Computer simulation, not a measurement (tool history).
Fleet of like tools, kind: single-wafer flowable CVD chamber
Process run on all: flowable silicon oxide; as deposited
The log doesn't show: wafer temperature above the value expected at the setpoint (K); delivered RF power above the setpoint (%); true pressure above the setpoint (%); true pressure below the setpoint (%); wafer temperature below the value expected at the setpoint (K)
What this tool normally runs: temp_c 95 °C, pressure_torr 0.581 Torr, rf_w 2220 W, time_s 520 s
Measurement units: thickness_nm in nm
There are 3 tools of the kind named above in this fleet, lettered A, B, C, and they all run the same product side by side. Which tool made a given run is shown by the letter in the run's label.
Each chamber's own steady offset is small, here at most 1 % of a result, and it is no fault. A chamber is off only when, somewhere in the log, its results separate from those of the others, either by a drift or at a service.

| run | day | temp_c | pressure_torr | rf_w | time_s | hours since the last thermocouple change | hours since the last RF generator calibration | hours since the last manometer calibration | read-back reference wafer on the same gauge, thickness_nm | thickness_nm |
|---|---|---|---|---|---|---|---|---|---|---|
| 1C | 0.217 | 95 | 0.581 | 2220 | 520 | 1763.3 | 1387.6 | 1452.4 | 207.01 | 246.23 |
| 2B | 0.533 | 95 | 0.581 | 2220 | 520 | 342.9 | 699.0 | 1031.7 | 207.00 | 246.41 |
| 3A | 0.804 | 95 | 0.581 | 2220 | 520 | 1245.8 | 1480.5 | 1207.6 | 207.19 | 244.42 |
| 4C | 0.979 | 95 | 0.581 | 2220 | 520 | 1781.6 | 1405.9 | 1470.7 | 207.22 | 246.85 |
| 5A | 1.162 | 95 | 0.581 | 2220 | 520 | 1254.4 | 1489.1 | 1216.2 | 207.23 | 244.87 |
| 6B | 1.342 | 95 | 0.581 | 2220 | 520 | 362.3 | 718.4 | 1051.1 | 207.26 | 247.62 |
| 7A | 1.500 | 95 | 0.581 | 2220 | 520 | 1262.5 | 1497.2 | 1224.3 | 207.30 | 245.02 |
| 8B | 1.654 | 95 | 0.581 | 2220 | 520 | 369.8 | 725.9 | 1058.6 | 207.33 | 247.26 |
| 9C | 1.912 | 95 | 0.581 | 2220 | 520 | 1804.0 | 1428.3 | 1493.1 | 207.29 | 247.08 |
| 10C | 2.142 | 95 | 0.581 | 2220 | 520 | 1809.5 | 1433.8 | 1498.6 | 207.34 | 247.35 |
| 11A | 2.442 | 95 | 0.581 | 2220 | 520 | 1285.1 | 1519.8 | 1246.9 | 207.44 | 244.90 |
| 12B | 2.629 | 95 | 0.581 | 2220 | 520 | 393.2 | 749.3 | 1082.0 | 207.45 | 247.54 |
| 13C | 2.858 | 95 | 0.581 | 2220 | 520 | 1826.7 | 1451.0 | 1515.8 | 207.52 | 247.74 |
| 14A | 3.038 | 95 | 0.581 | 2220 | 520 | 1299.4 | 1534.1 | 1261.2 | 207.52 | 245.31 |
| 15B | 3.233 | 95 | 0.581 | 2220 | 520 | 407.7 | 763.8 | 1096.5 | 207.54 | 247.75 |
| 16C | 3.425 | 95 | 0.581 | 2220 | 520 | 1840.3 | 1464.6 | 1529.4 | 207.60 | 247.66 |
| 17B | 3.571 | 95 | 0.636 | 1795 | 520 | 415.8 | 771.9 | 1104.6 | 207.65 | 268.96 |
| 18A | 3.721 | 95 | 0.636 | 1795 | 520 | 1315.8 | 1550.5 | 1277.6 | 207.66 | 266.90 |
| 19C | 3.912 | 95 | 0.636 | 1795 | 520 | 1852.0 | 1476.3 | 1541.1 | 207.70 | 268.96 |
| 20B | 4.108 | 95 | 0.581 | 2220 | 520 | 428.7 | 784.8 | 1117.5 | 207.71 | 247.67 |
| 21A | 4.333 | 95 | 0.581 | 1975 | 520 | 1330.5 | 1565.2 | 1292.3 | 207.72 | 240.45 |
|  | 4.479 | chamber A: capacitance manometer re-zeroed and calibrated |
| 22A | 4.496 | 95 | 0.581 | 1975 | 520 | 1334.4 | 1569.1 | 0.4 | 207.82 | 240.34 |
| 23C | 4.796 | 95 | 0.581 | 1975 | 520 | 1873.2 | 1497.5 | 1562.3 | 207.83 | 242.29 |

Is one chamber off against the others, does the gauge drift, or is nothing wrong? If a chamber is off, say which, and what the likeliest cause is.

No chamber is off; the gauge reading every chamber's wafers drifts, which makes the whole fleet appear to move together.
What lies behind it: gauge reads high (%) = 0.425.

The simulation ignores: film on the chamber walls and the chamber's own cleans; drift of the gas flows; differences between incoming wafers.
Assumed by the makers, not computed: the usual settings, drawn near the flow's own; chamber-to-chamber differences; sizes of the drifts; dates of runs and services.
